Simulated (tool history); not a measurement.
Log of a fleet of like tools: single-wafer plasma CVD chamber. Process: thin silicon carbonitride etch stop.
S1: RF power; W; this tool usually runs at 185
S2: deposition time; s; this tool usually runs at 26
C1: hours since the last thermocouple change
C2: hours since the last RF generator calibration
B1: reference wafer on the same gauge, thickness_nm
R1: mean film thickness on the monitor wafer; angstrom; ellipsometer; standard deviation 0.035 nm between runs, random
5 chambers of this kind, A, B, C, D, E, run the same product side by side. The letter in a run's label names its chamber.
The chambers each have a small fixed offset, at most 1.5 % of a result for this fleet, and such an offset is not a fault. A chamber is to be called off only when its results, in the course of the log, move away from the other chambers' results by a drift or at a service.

run 1C hour=6 | S1=185 S2=26 | C1=596.2 C2=2685.1 | B1=12.609 | R1=143.58
run 2D hour=13.4 | S1=185 S2=26 | C1=333.7 C2=384.3 | B1=12.597 | R1=144.08
run 3A hour=21.2 | S1=185 S2=26 | C1=221.5 C2=976.1 | B1=12.6 | R1=143.64
run 4E hour=29.3 | S1=185 S2=26 | C1=857.2 C2=792 | B1=12.595 | R1=144.87
run 5B hour=38.6 | S1=185 S2=26 | C1=940.4 C2=561 | B1=12.601 | R1=145.63
-- hour=44 chamber C: RF generator calibrated
run 6B hour=48.3 | S1=185 S2=26 | C1=950.1 C2=570.7 | B1=12.596 | R1=145.4
-- hour=50.9 chamber E: thermocouple changed; heater temperature recalibrated
run 7D hour=56.1 | S1=185 S2=26 | C1=376.4 C2=427 | B1=12.602 | R1=143.94
run 8C hour=64 | S1=185 S2=26 | C1=654.2 C2=20.1 | B1=12.599 | R1=142.96
run 9E hour=73.4 | S1=185 S2=26 | C1=22.6 C2=836.1 | B1=12.613 | R1=144.78
run 10A hour=83.8 | S1=185 S2=26 | C1=284.1 C2=1038.7 | B1=12.597 | R1=143.23
run 11A hour=90.2 | S1=205 S2=26 | C1=290.5 C2=1045.1 | B1=12.6 | R1=148.27
run 12C hour=100.6 | S1=205 S2=26 | C1=690.8 C2=56.7 | B1=12.605 | R1=147.42
run 13E hour=107.1 | S1=205 S2=26 | C1=56.3 C2=869.8 | B1=12.605 | R1=148.96
run 14B hour=118 | S1=205 S2=26 | C1=1019.8 C2=640.4 | B1=12.597 | R1=150.33
run 15D hour=126.7 | S1=205 S2=26 | C1=447 C2=497.6 | B1=12.604 | R1=148.85
run 16B hour=137.5 | S1=185 S2=26 | C1=1039.3 C2=659.9 | B1=12.595 | R1=145.46
run 17E hour=145.2 | S1=185 S2=26 | C1=94.4 C2=907.9 | B1=12.599 | R1=144.31
run 18D hour=150.5 | S1=185 S2=26 | C1=470.8 C2=521.4 | B1=12.603 | R1=144.55
run 19A hour=160.2 | S1=185 S2=26 | C1=360.5 C2=1115.1 | B1=12.603 | R1=143.34
run 20C hour=168.4 | S1=185 S2=26 | C1=758.6 C2=124.5 | B1=12.61 | R1=143.19
run 21A hour=177.9 | S1=185 S2=26 | C1=378.2 C2=1132.8 | B1=12.603 | R1=142.91
run 22E hour=183 | S1=185 S2=26 | C1=132.2 C2=945.7 | B1=12.598 | R1=143.43
run 23C hour=188 | S1=185 S2=26 | C1=778.2 C2=144.1 | B1=12.609 | R1=143.57
run 24D hour=195.2 | S1=185 S2=26 | C1=515.5 C2=566.1 | B1=12.61 | R1=144
run 25B hour=204.5 | S1=185 S2=26 | C1=1106.3 C2=726.9 | B1=12.602 | R1=145.39
run 26D hour=211.4 | S1=185 S2=26 | C1=531.7 C2=582.3 | B1=12.61 | R1=143.32
run 27C hour=219.1 | S1=185 S2=26 | C1=809.3 C2=175.2 | B1=12.602 | R1=143.23
run 28B hour=226.8 | S1=185 S2=26 | C1=1128.6 C2=749.2 | B1=12.598 | R1=144.98
run 29A hour=231.8 | S1=185 S2=26 | C1=432.1 C2=1186.7 | B1=12.604 | R1=143.29
run 30E hour=241.1 | S1=185 S2=23 | C1=190.3 C2=1003.8 | B1=12.6 | R1=126.46
run 31E hour=249 | S1=185 S2=23 | C1=198.2 C2=1011.7 | B1=12.589 | R1=126.28
run 32A hour=255.5 | S1=185 S2=23 | C1=455.8 C2=1210.4 | B1=12.598 | R1=126.63
run 33D hour=263.1 | S1=185 S2=23 | C1=583.4 C2=634 | B1=12.599 | R1=126.85
run 34C hour=273.7 | S1=185 S2=23 | C1=863.9 C2=229.8 | B1=12.595 | R1=126.76
run 35B hour=282 | S1=185 S2=26 | C1=1183.8 C2=804.4 | B1=12.603 | R1=145.56

Next, all 5 chambers run the settings below, one line each with question marks for the results. What does each chamber give?
run 36A hour=289.9 | S1=185 S2=21.5 | R1=?
run 36B hour=289.9 | S1=185 S2=21.5 | R1=?
run 36C hour=289.9 | S1=185 S2=21.5 | R1=?
run 36D hour=289.9 | S1=185 S2=21.5 | R1=?
run 36E hour=289.9 | S1=185 S2=21.5 | R1=?

run=36A R1=118.06
run=36B R1=120
run=36C R1=118.5
run=36D R1=119.06
run=36E R1=117.41
